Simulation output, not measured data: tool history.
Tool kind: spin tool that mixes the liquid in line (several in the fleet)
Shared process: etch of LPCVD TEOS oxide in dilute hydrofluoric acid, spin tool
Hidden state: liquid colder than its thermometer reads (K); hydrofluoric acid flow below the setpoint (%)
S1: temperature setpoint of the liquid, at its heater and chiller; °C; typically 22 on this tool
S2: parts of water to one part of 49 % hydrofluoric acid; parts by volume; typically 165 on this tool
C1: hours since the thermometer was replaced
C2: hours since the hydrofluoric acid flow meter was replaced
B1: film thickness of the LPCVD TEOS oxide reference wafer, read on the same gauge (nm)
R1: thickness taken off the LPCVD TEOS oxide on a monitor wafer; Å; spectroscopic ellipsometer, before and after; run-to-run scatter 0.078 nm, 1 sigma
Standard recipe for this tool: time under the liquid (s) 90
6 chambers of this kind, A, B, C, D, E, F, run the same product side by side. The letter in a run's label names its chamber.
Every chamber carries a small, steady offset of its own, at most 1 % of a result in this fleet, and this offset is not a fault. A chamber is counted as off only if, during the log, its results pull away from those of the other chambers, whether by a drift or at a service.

run 1B hour=5.1 | S1=22 S2=165 time_under_the_liquid_(s)=90 | C1=276.5 C2=180.4 | B1=39.998 | R1=77.859
run 2E hour=7.5 | S1=22 S2=165 time_under_the_liquid_(s)=90 | C1=2457 C2=207.3 | B1=39.964 | R1=78.689
run 3A hour=12.7 | S1=22 S2=165 time_under_the_liquid_(s)=90 | C1=1153.8 C2=1270.5 | B1=40.003 | R1=79.147
run 4D hour=16.8 | S1=22 S2=165 time_under_the_liquid_(s)=90 | C1=499.1 C2=137.4 | B1=39.979 | R1=78.278
run 5F hour=21.2 | S1=22 S2=165 time_under_the_liquid_(s)=90 | C1=100.8 C2=2008.5 | B1=40.014 | R1=77.572
run 6C hour=25.8 | S1=22 S2=165 time_under_the_liquid_(s)=90 | C1=1084.1 C2=974.1 | B1=40.034 | R1=79.382
run 7C hour=28.7 | S1=22 S2=165 time_under_the_liquid_(s)=90 | C1=1087 C2=977 | B1=40.023 | R1=78.518
run 8E hour=33.3 | S1=22 S2=165 time_under_the_liquid_(s)=90 | C1=2482.8 C2=233.1 | B1=40.041 | R1=79.259
run 9A hour=37.3 | S1=22 S2=165 time_under_the_liquid_(s)=90 | C1=1178.4 C2=1295.1 | B1=40 | R1=77.462
run 10D hour=40.2 | S1=22 S2=165 time_under_the_liquid_(s)=90 | C1=522.5 C2=160.8 | B1=40.027 | R1=77.742
run 11F hour=44.6 | S1=22 S2=165 time_under_the_liquid_(s)=90 | C1=124.2 C2=2031.9 | B1=40.031 | R1=78.413
run 12B hour=49.4 | S1=22 S2=165 time_under_the_liquid_(s)=90 | C1=320.8 C2=224.7 | B1=40.002 | R1=78.599
run 13F hour=54.2 | S1=22 S2=165 time_under_the_liquid_(s)=90 | C1=133.8 C2=2041.5 | B1=40.012 | R1=78.602
run 14B hour=58.1 | S1=22 S2=165 time_under_the_liquid_(s)=90 | C1=329.5 C2=233.4 | B1=39.965 | R1=78.594
-- hour=58.8 chamber C: hydrofluoric acid flow meter replaced
run 15C hour=63.1 | S1=22 S2=165 time_under_the_liquid_(s)=90 | C1=1121.4 C2=4.4 | B1=39.994 | R1=78.974
run 16D hour=65.7 | S1=22 S2=165 time_under_the_liquid_(s)=90 | C1=548 C2=186.3 | B1=39.975 | R1=76.518
run 17A hour=69.3 | S1=22 S2=165 time_under_the_liquid_(s)=90 | C1=1210.4 C2=1327.1 | B1=40.022 | R1=78.886
-- hour=74.2 chamber F: hydrofluoric acid flow meter replaced
run 18E hour=74.2 | S1=22 S2=165 time_under_the_liquid_(s)=90 | C1=2523.7 C2=274 | B1=40 | R1=79.48
run 19A hour=79.3 | S1=22 S2=165 time_under_the_liquid_(s)=90 | C1=1220.4 C2=1337.1 | B1=39.987 | R1=78.838
run 20D hour=83.7 | S1=22 S2=165 time_under_the_liquid_(s)=90 | C1=566 C2=204.3 | B1=39.974 | R1=75.667
run 21B hour=86.8 | S1=22 S2=165 time_under_the_liquid_(s)=90 | C1=358.2 C2=262.1 | B1=40.014 | R1=78.19
run 22E hour=90.2 | S1=22 S2=165 time_under_the_liquid_(s)=90 | C1=2539.7 C2=290 | B1=40.039 | R1=78.734
run 23C hour=94.5 | S1=22 S2=165 time_under_the_liquid_(s)=90 | C1=1152.8 C2=35.8 | B1=39.974 | R1=79.118
run 24F hour=98.4 | S1=18 S2=165 time_under_the_liquid_(s)=65 | C1=178 C2=24.2 | B1=39.968 | R1=48.534
run 25F hour=102.7 | S1=18 S2=165 time_under_the_liquid_(s)=65 | C1=182.3 C2=28.5 | B1=40.056 | R1=49.307
run 26E hour=107.5 | S1=18 S2=165 time_under_the_liquid_(s)=65 | C1=2557 C2=307.3 | B1=39.983 | R1=48.605
run 27D hour=109.8 | S1=18 S2=165 time_under_the_liquid_(s)=65 | C1=592.1 C2=230.4 | B1=40.051 | R1=44.766
run 28A hour=114.7 | S1=18 S2=165 time_under_the_liquid_(s)=65 | C1=1255.8 C2=1372.5 | B1=40 | R1=49.522
run 29C hour=118.4 | S1=18 S2=165 time_under_the_liquid_(s)=65 | C1=1176.7 C2=59.7 | B1=39.997 | R1=48.845
run 30B hour=120.9 | S1=22 S2=165 time_under_the_liquid_(s)=90 | C1=392.3 C2=296.2 | B1=39.996 | R1=77.811
run 31F hour=124.3 | S1=22 S2=165 time_under_the_liquid_(s)=90 | C1=203.9 C2=50.1 | B1=40.019 | R1=78.685
run 32E hour=127.1 | S1=18 S2=240 time_under_the_liquid_(s)=90 | C1=2576.6 C2=326.9 | B1=39.996 | R1=44.233
run 33B hour=131.6 | S1=18 S2=240 time_under_the_liquid_(s)=90 | C1=403 C2=306.9 | B1=39.972 | R1=43.032
run 34C hour=135.7 | S1=18 S2=240 time_under_the_liquid_(s)=90 | C1=1194 C2=77 | B1=39.952 | R1=42.361
run 35D hour=139.2 | S1=18 S2=240 time_under_the_liquid_(s)=90 | C1=621.5 C2=259.8 | B1=39.935 | R1=39.951
run 36A hour=143.3 | S1=18 S2=240 time_under_the_liquid_(s)=90 | C1=1284.4 C2=1401.1 | B1=40.013 | R1=42.684

Is one chamber off against the others, does the gauge drift, or is nothing wrong? If a chamber is off, say which, and what the likeliest cause is.

Chamber D drifts away from the others.
Most likely cause: liquid colder than its thermometer reads (K) = 2.28.
The log might look much the same if the cause were instead: hydrofluoric acid flow below the setpoint (%).

Below are 4 candidate recipes for chamber D's next run, each the usual settings with a change, their results shown as question marks. Which of them brings D's results back in line with what the other chambers give on the usual settings?
Allowed miss from the other chambers' usual-settings mean, per result, to count as in line: R1 2.7 Å
run 37D-1 hour=147.1 | S1=22 S2=160 time_under_the_liquid_(s)=95 | R1=?
run 37D-2 hour=147.1 | S1=19.5 S2=165 time_under_the_liquid_(s)=90 | R1=?
run 37D-3 hour=147.1 | S1=21 S2=165 time_under_the_liquid_(s)=90 | R1=?
run 37D-4 hour=147.1 | S1=22 S2=160 time_under_the_liquid_(s)=90 | R1=?

The mean the other chambers reach with the usual settings: R1 78.546 Å
run=37D-1 R1=78.446
run=37D-2 R1=64.832
run=37D-3 R1=68.894
run=37D-4 R1=74.317
37D-1 puts the chamber back in line with the other chambers.
